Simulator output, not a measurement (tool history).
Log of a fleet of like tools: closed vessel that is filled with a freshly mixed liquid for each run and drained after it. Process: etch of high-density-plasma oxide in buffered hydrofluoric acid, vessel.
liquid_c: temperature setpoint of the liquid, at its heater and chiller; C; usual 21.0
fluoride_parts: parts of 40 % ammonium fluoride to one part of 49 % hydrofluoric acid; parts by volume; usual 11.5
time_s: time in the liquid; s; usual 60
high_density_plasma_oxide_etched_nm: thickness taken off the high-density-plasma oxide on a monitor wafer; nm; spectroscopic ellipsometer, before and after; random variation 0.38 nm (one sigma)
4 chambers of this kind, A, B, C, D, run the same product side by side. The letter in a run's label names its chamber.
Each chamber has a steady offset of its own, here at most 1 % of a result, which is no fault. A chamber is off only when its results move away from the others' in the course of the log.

run   hour  liquid_c  fluoride_parts  time_s  read-back film thickness of the high-density-plasma oxide reference wafer, read on the same gauge (nm)  high_density_plasma_oxide_etched_nm
 1D    4.1      21.0            11.5      60                                                                                                  90.004                               96.228
 2A    9.3      21.0            11.5      60                                                                                                  89.991                               97.507
 3C   11.9      21.0            11.5      60                                                                                                  90.007                               95.548
 4B   14.6      21.0            11.5      60                                                                                                  90.011                               95.142
 5C   17.9      21.0            11.5      60                                                                                                  90.009                               96.752
 6D   20.6      21.0            11.5      60                                                                                                  90.010                               96.463
 7B   23.7      21.0            11.5      60                                                                                                  90.004                               94.984
 8A   28.2      21.0            11.5      60                                                                                                  89.995                               96.853
 9A   31.0      21.0            11.5      60                                                                                                  90.023                               96.274
10B   34.4      21.0            11.5      60                                                                                                  89.980                               95.340
11C   37.4      21.0            11.5      60                                                                                                  89.976                               94.872
12D   42.7      21.0            11.5      60                                                                                                  90.025                               96.719
13C   45.0      21.0            11.5      60                                                                                                  90.007                               95.716
14A   48.2      21.0            11.5      45                                                                                                  90.002                               72.654
15B   51.2      21.0            11.5      45                                                                                                  89.982                               71.758
16D   53.9      21.0            11.5      45                                                                                                  89.997                               72.814
17A   58.5      21.0            11.5      45                                                                                                  90.008                               72.416
18D   61.9      21.0            13.0      60                                                                                                  90.016                               85.371
19C   65.4      21.0            13.0      60                                                                                                  90.003                               85.306
20B   68.6      21.0            13.0      60                                                                                                  90.015                               84.684
21C   72.4      21.0            13.0      60                                                                                                  89.993                               84.712
22A   76.7      21.0            11.5      60                                                                                                  89.998                               96.768
23B   81.1      21.0            11.5      60                                                                                                  89.990                               95.893
24D   85.2      21.0            11.5      60                                                                                                  90.000                               97.283
25C   89.8      21.0            11.5      60                                                                                                  89.983                               95.521
26D   92.3      17.5            16.0      60                                                                                                  90.010                               57.807
27B   97.6      17.5            16.0      60                                                                                                  90.000                               57.236
28A  100.8      17.5            16.0      60                                                                                                  89.983                               58.135
29B  104.1      17.5            16.0      60                                                                                                  90.014                               56.737
30D  106.4      21.0            11.5      60                                                                                                  89.984                               98.238
     107.8  -- chamber A: hydrofluoric acid flow meter replaced
31A  110.7      21.0            11.5      60                                                                                                  89.995                               96.938
32C  114.7      21.0            11.5      60                                                                                                  89.997                               95.631
33D  117.1      21.0            11.5      60                                                                                                  90.008                               98.356
34B  122.0      21.0            11.5      60                                                                                                  89.986                               95.465
35A  125.8      21.0            11.5      60                                                                                                  90.024                               96.723
36C  130.5      21.0            11.5      60                                                                                                  89.994                               95.668
37D  133.4      21.0            11.5      60                                                                                                  90.018                               98.719
38A  138.3      21.0            11.5      60                                                                                                  89.996                               96.980
39C  142.1      21.0            11.5      60                                                                                                  90.010                               96.251
40B  147.2      21.0            11.5      60                                                                                                  89.993                               95.424

Next, every chamber runs the same settings. What will each give?
41A  151.0      21.0            11.5      60                                                                                                                                            ?
41B  151.0      21.0            11.5      60                                                                                                                                            ?
41C  151.0      21.0            11.5      60                                                                                                                                            ?
41D  151.0      21.0            11.5      60                                                                                                                                            ?

run  high_density_plasma_oxide_etched_nm
41A                               96.379
41B                               95.769
41C                               95.778
41D                               99.329
